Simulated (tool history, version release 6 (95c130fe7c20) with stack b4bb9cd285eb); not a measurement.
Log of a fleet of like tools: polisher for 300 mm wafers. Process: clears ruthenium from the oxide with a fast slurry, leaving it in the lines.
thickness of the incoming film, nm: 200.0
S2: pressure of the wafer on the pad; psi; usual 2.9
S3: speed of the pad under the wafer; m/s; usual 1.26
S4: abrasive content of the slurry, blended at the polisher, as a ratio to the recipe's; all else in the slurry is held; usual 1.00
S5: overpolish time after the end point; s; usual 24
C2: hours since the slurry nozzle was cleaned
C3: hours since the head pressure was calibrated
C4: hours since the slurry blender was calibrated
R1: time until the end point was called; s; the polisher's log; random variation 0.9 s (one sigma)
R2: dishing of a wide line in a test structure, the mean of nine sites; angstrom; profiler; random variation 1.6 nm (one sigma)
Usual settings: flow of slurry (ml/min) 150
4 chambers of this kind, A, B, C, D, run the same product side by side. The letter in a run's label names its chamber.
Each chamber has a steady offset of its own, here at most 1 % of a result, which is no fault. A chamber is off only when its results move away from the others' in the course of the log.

{"hour": 8.3, "done": "chamber B: worn pad replaced by a new one"}
{"run": "1C", "hour": 10.8, "flow of slurry (ml/min)": 150, "S2": 2.9, "S3": 1.26, "S4": 1.0, "S5": 24, "wafers polished on this pad": 138, "C2": 267.3, "C3": 658.2, "C4": 184.2, "R1": 45.791, "R2": 807.53}
{"hour": 14.5, "done": "chamber B: slurry blender recalibrated"}
{"hour": 15.4, "done": "chamber D: slurry blender recalibrated"}
{"run": "2D", "hour": 22.1, "flow of slurry (ml/min)": 150, "S2": 2.9, "S3": 1.26, "S4": 1.0, "S5": 24, "wafers polished on this pad": 1402, "C2": 476.6, "C3": 154.4, "C4": 6.8, "R1": 44.45, "R2": 788.93}
{"hour": 26.7, "done": "chamber D: worn pad replaced by a new one"}
{"run": "3A", "hour": 27.3, "flow of slurry (ml/min)": 150, "S2": 2.9, "S3": 1.26, "S4": 1.0, "S5": 24, "wafers polished on this pad": 241, "C2": 124.4, "C3": 535.1, "C4": 304.2, "R1": 44.381, "R2": 826.64}
{"run": "4B", "hour": 33.4, "flow of slurry (ml/min)": 150, "S2": 2.9, "S3": 1.26, "S4": 1.0, "S5": 24, "wafers polished on this pad": 183, "C2": 371.8, "C3": 395.2, "C4": 18.9, "R1": 44.907, "R2": 811.0}
{"run": "5B", "hour": 42.6, "flow of slurry (ml/min)": 150, "S2": 2.9, "S3": 1.26, "S4": 1.0, "S5": 24, "wafers polished on this pad": 250, "C2": 381.0, "C3": 404.4, "C4": 28.1, "R1": 45.199, "R2": 803.98}
{"run": "6D", "hour": 51.5, "flow of slurry (ml/min)": 150, "S2": 2.9, "S3": 1.26, "S4": 1.0, "S5": 24, "wafers polished on this pad": 180, "C2": 506.0, "C3": 183.8, "C4": 36.2, "R1": 45.411, "R2": 819.87}
{"run": "7C", "hour": 58.9, "flow of slurry (ml/min)": 150, "S2": 2.9, "S3": 1.26, "S4": 1.0, "S5": 24, "wafers polished on this pad": 488, "C2": 315.4, "C3": 706.3, "C4": 232.3, "R1": 47.437, "R2": 769.69}
{"hour": 62.1, "done": "chamber A: worn pad replaced by a new one"}
{"run": "8A", "hour": 70.3, "flow of slurry (ml/min)": 150, "S2": 2.9, "S3": 1.26, "S4": 1.15, "S5": 24, "wafers polished on this pad": 59, "C2": 167.4, "C3": 578.1, "C4": 347.2, "R1": 42.219, "R2": 809.16}
{"run": "9B", "hour": 77.9, "flow of slurry (ml/min)": 150, "S2": 2.9, "S3": 1.26, "S4": 1.15, "S5": 24, "wafers polished on this pad": 507, "C2": 416.3, "C3": 439.7, "C4": 63.4, "R1": 43.558, "R2": 825.23}
{"run": "10A", "hour": 88.4, "flow of slurry (ml/min)": 150, "S2": 2.9, "S3": 1.26, "S4": 1.15, "S5": 24, "wafers polished on this pad": 191, "C2": 185.5, "C3": 596.2, "C4": 365.3, "R1": 40.462, "R2": 882.78}
{"run": "11D", "hour": 94.6, "flow of slurry (ml/min)": 150, "S2": 2.9, "S3": 1.26, "S4": 1.15, "S5": 24, "wafers polished on this pad": 494, "C2": 549.1, "C3": 226.9, "C4": 79.3, "R1": 42.14, "R2": 863.25}
{"run": "12C", "hour": 100.3, "flow of slurry (ml/min)": 150, "S2": 2.9, "S3": 1.26, "S4": 1.0, "S5": 24, "wafers polished on this pad": 789, "C2": 356.8, "C3": 747.7, "C4": 273.7, "R1": 47.383, "R2": 766.72}
{"run": "13D", "hour": 111.7, "flow of slurry (ml/min)": 150, "S2": 2.9, "S3": 1.26, "S4": 1.0, "S5": 24, "wafers polished on this pad": 618, "C2": 566.2, "C3": 244.0, "C4": 96.4, "R1": 45.144, "R2": 795.34}
{"hour": 114.4, "done": "chamber B: worn pad replaced by a new one"}
{"run": "14C", "hour": 120.5, "flow of slurry (ml/min)": 150, "S2": 2.9, "S3": 1.26, "S4": 1.0, "S5": 24, "wafers polished on this pad": 936, "C2": 377.0, "C3": 767.9, "C4": 293.9, "R1": 47.722, "R2": 784.96}
{"run": "15A", "hour": 127.2, "flow of slurry (ml/min)": 150, "S2": 2.9, "S3": 1.26, "S4": 1.0, "S5": 24, "wafers polished on this pad": 474, "C2": 224.3, "C3": 635.0, "C4": 404.1, "R1": 45.155, "R2": 793.92}
{"hour": 132.4, "done": "chamber A: slurry blender recalibrated"}
{"run": "16B", "hour": 138.7, "flow of slurry (ml/min)": 150, "S2": 2.9, "S3": 1.26, "S4": 1.0, "S5": 24, "wafers polished on this pad": 176, "C2": 477.1, "C3": 500.5, "C4": 124.2, "R1": 46.202, "R2": 779.03}
{"hour": 140.6, "done": "chamber A: worn pad replaced by a new one"}
{"run": "17C", "hour": 145.3, "flow of slurry (ml/min)": 150, "S2": 2.9, "S3": 1.26, "S4": 1.0, "S5": 24, "wafers polished on this pad": 1117, "C2": 401.8, "C3": 792.7, "C4": 318.7, "R1": 48.882, "R2": 735.68}
{"run": "18B", "hour": 150.5, "flow of slurry (ml/min)": 150, "S2": 2.9, "S3": 1.26, "S4": 1.0, "S5": 24, "wafers polished on this pad": 262, "C2": 488.9, "C3": 512.3, "C4": 136.0, "R1": 45.254, "R2": 788.74}
{"run": "19D", "hour": 158.7, "flow of slurry (ml/min)": 150, "S2": 2.9, "S3": 1.26, "S4": 1.0, "S5": 24, "wafers polished on this pad": 961, "C2": 613.2, "C3": 291.0, "C4": 143.4, "R1": 43.031, "R2": 808.14}
{"run": "20A", "hour": 165.8, "flow of slurry (ml/min)": 150, "S2": 2.9, "S3": 1.26, "S4": 1.0, "S5": 24, "wafers polished on this pad": 184, "C2": 262.9, "C3": 673.6, "C4": 33.5, "R1": 43.577, "R2": 813.12}
{"run": "21D", "hour": 174.6, "flow of slurry (ml/min)": 150, "S2": 2.9, "S3": 1.26, "S4": 1.0, "S5": 24, "wafers polished on this pad": 1076, "C2": 629.1, "C3": 306.9, "C4": 159.3, "R1": 43.916, "R2": 793.54}
{"hour": 178.3, "done": "chamber D: slurry nozzle cleaned"}
{"hour": 178.5, "done": "chamber C: worn pad replaced by a new one"}
{"run": "22B", "hour": 184.0, "flow of slurry (ml/min)": 150, "S2": 2.9, "S3": 1.26, "S4": 1.0, "S5": 24, "wafers polished on this pad": 506, "C2": 522.4, "C3": 545.8, "C4": 169.5, "R1": 46.202, "R2": 815.02}
{"run": "23C", "hour": 191.3, "flow of slurry (ml/min)": 150, "S2": 2.9, "S3": 1.26, "S4": 1.0, "S5": 24, "wafers polished on this pad": 93, "C2": 447.8, "C3": 838.7, "C4": 364.7, "R1": 49.909, "R2": 750.45}
{"run": "24A", "hour": 202.7, "flow of slurry (ml/min)": 150, "S2": 2.9, "S3": 1.26, "S4": 1.0, "S5": 24, "wafers polished on this pad": 452, "C2": 299.8, "C3": 710.5, "C4": 70.4, "R1": 43.12, "R2": 814.04}
{"run": "25C", "hour": 208.2, "flow of slurry (ml/min)": 150, "S2": 2.9, "S3": 1.26, "S4": 1.0, "S5": 24, "wafers polished on this pad": 216, "C2": 464.7, "C3": 855.6, "C4": 381.6, "R1": 50.844, "R2": 717.6}
{"hour": 214.7, "done": "chamber D: worn pad replaced by a new one"}
{"run": "26A", "hour": 215.3, "flow of slurry (ml/min)": 150, "S2": 2.9, "S3": 1.26, "S4": 1.0, "S5": 24, "wafers polished on this pad": 544, "C2": 312.4, "C3": 723.1, "C4": 83.0, "R1": 44.019, "R2": 802.54}
{"hour": 216.8, "done": "chamber B: head pressure recalibrated"}
{"hour": 219.4, "done": "chamber B: worn pad replaced by a new one"}
{"run": "27D", "hour": 220.9, "flow of slurry (ml/min)": 150, "S2": 2.9, "S3": 1.26, "S4": 1.0, "S5": 24, "wafers polished on this pad": 45, "C2": 42.7, "C3": 353.2, "C4": 205.6, "R1": 44.222, "R2": 838.63}
{"hour": 226.4, "done": "chamber A: worn pad replaced by a new one"}
{"run": "28B", "hour": 230.8, "flow of slurry (ml/min)": 150, "S2": 2.9, "S3": 1.26, "S4": 1.0, "S5": 24, "wafers polished on this pad": 83, "C2": 569.2, "C3": 14.0, "C4": 216.3, "R1": 45.007, "R2": 824.12}
{"run": "29A", "hour": 237.3, "flow of slurry (ml/min)": 150, "S2": 2.9, "S3": 1.26, "S4": 1.0, "S5": 24, "wafers polished on this pad": 80, "C2": 334.4, "C3": 745.1, "C4": 105.0, "R1": 43.739, "R2": 856.69}
{"run": "30D", "hour": 245.4, "flow of slurry (ml/min)": 150, "S2": 2.9, "S3": 1.26, "S4": 1.0, "S5": 24, "wafers polished on this pad": 224, "C2": 67.2, "C3": 377.7, "C4": 230.1, "R1": 45.613, "R2": 820.83}
{"run": "31C", "hour": 256.6, "flow of slurry (ml/min)": 150, "S2": 2.9, "S3": 1.26, "S4": 1.0, "S5": 24, "wafers polished on this pad": 568, "C2": 513.1, "C3": 904.0, "C4": 430.0, "R1": 51.17, "R2": 703.42}
{"hour": 257.0, "done": "chamber A: head pressure recalibrated"}
{"run": "32B", "hour": 267.8, "flow of slurry (ml/min)": 150, "S2": 2.9, "S3": 1.26, "S4": 1.0, "S5": 24, "wafers polished on this pad": 352, "C2": 606.2, "C3": 51.0, "C4": 253.3, "R1": 45.891, "R2": 788.91}
{"run": "33D", "hour": 276.9, "flow of slurry (ml/min)": 150, "S2": 2.9, "S3": 1.26, "S4": 1.0, "S5": 24, "wafers polished on this pad": 453, "C2": 98.7, "C3": 409.2, "C4": 261.6, "R1": 44.106, "R2": 803.61}
{"run": "34A", "hour": 283.9, "flow of slurry (ml/min)": 150, "S2": 3.4, "S3": 1.26, "S4": 1.0, "S5": 12, "wafers polished on this pad": 419, "C2": 381.0, "C3": 27.0, "C4": 151.6, "R1": 38.753, "R2": 513.54}
{"run": "35B", "hour": 291.8, "flow of slurry (ml/min)": 150, "S2": 3.4, "S3": 1.26, "S4": 1.0, "S5": 12, "wafers polished on this pad": 527, "C2": 630.2, "C3": 75.0, "C4": 277.3, "R1": 37.541, "R2": 495.56}
{"run": "36C", "hour": 302.1, "flow of slurry (ml/min)": 150, "S2": 3.4, "S3": 1.26, "S4": 1.0, "S5": 12, "wafers polished on this pad": 899, "C2": 558.6, "C3": 949.5, "C4": 475.5, "R1": 46.84, "R2": 419.56}
{"run": "37B", "hour": 310.6, "flow of slurry (ml/min)": 150, "S2": 3.4, "S3": 1.26, "S4": 1.0, "S5": 12, "wafers polished on this pad": 664, "C2": 649.0, "C3": 93.8, "C4": 296.1, "R1": 39.64, "R2": 507.02}
{"run": "38D", "hour": 316.0, "flow of slurry (ml/min)": 150, "S2": 2.9, "S3": 1.26, "S4": 1.0, "S5": 24, "wafers polished on this pad": 738, "C2": 137.8, "C3": 448.3, "C4": 300.7, "R1": 44.463, "R2": 816.97}
{"run": "39C", "hour": 325.5, "flow of slurry (ml/min)": 150, "S2": 2.9, "S3": 1.26, "S4": 1.0, "S5": 24, "wafers polished on this pad": 1070, "C2": 582.0, "C3": 972.9, "C4": 498.9, "R1": 54.915, "R2": 680.03}

What goes on in this fleet: one chamber off, a drifting gauge, or nothing beyond the chambers' own small offsets? Name the chamber and the cause, if any.

Chamber C drifts away from the others.
Cause: abrasive missing from the slurry, % = 32.9.

Here are 4 candidates for chamber C's next run, each the usual settings with a change, their results left as question marks. Which one brings its results back in line with what the others give on the usual settings?
In line means no further than this from the other chambers' mean on the usual settings: R1 3.100 s; R2 57.00 angstrom
{"run": "40C-1", "hour": 333.9, "flow of slurry (ml/min)": 150, "S2": 3.2, "S3": 1.38, "S4": 1.05, "S5": 24, "R1": "?", "R2": "?"}
{"run": "40C-2", "hour": 333.9, "flow of slurry (ml/min)": 150, "S2": 2.6, "S3": 1.14, "S4": 0.95, "S5": 24, "R1": "?", "R2": "?"}
{"run": "40C-3", "hour": 333.9, "flow of slurry (ml/min)": 150, "S2": 3.0, "S3": 1.3, "S4": 1.0, "S5": 24, "R1": "?", "R2": "?"}
{"run": "40C-4", "hour": 333.9, "flow of slurry (ml/min)": 150, "S2": 2.8, "S3": 1.22, "S4": 1.0, "S5": 24, "R1": "?", "R2": "?"}

The other chambers' mean on the usual settings: R1 45.120 s; R2 804.04 angstrom
run=40C-1 R1=44.995 R2=807.59
run=40C-2 R1=71.053 R2=546.55
run=40C-3 R1=52.374 R2=711.61
run=40C-4 R1=59.840 R2=635.04
40C-1 brings the chamber back in line.
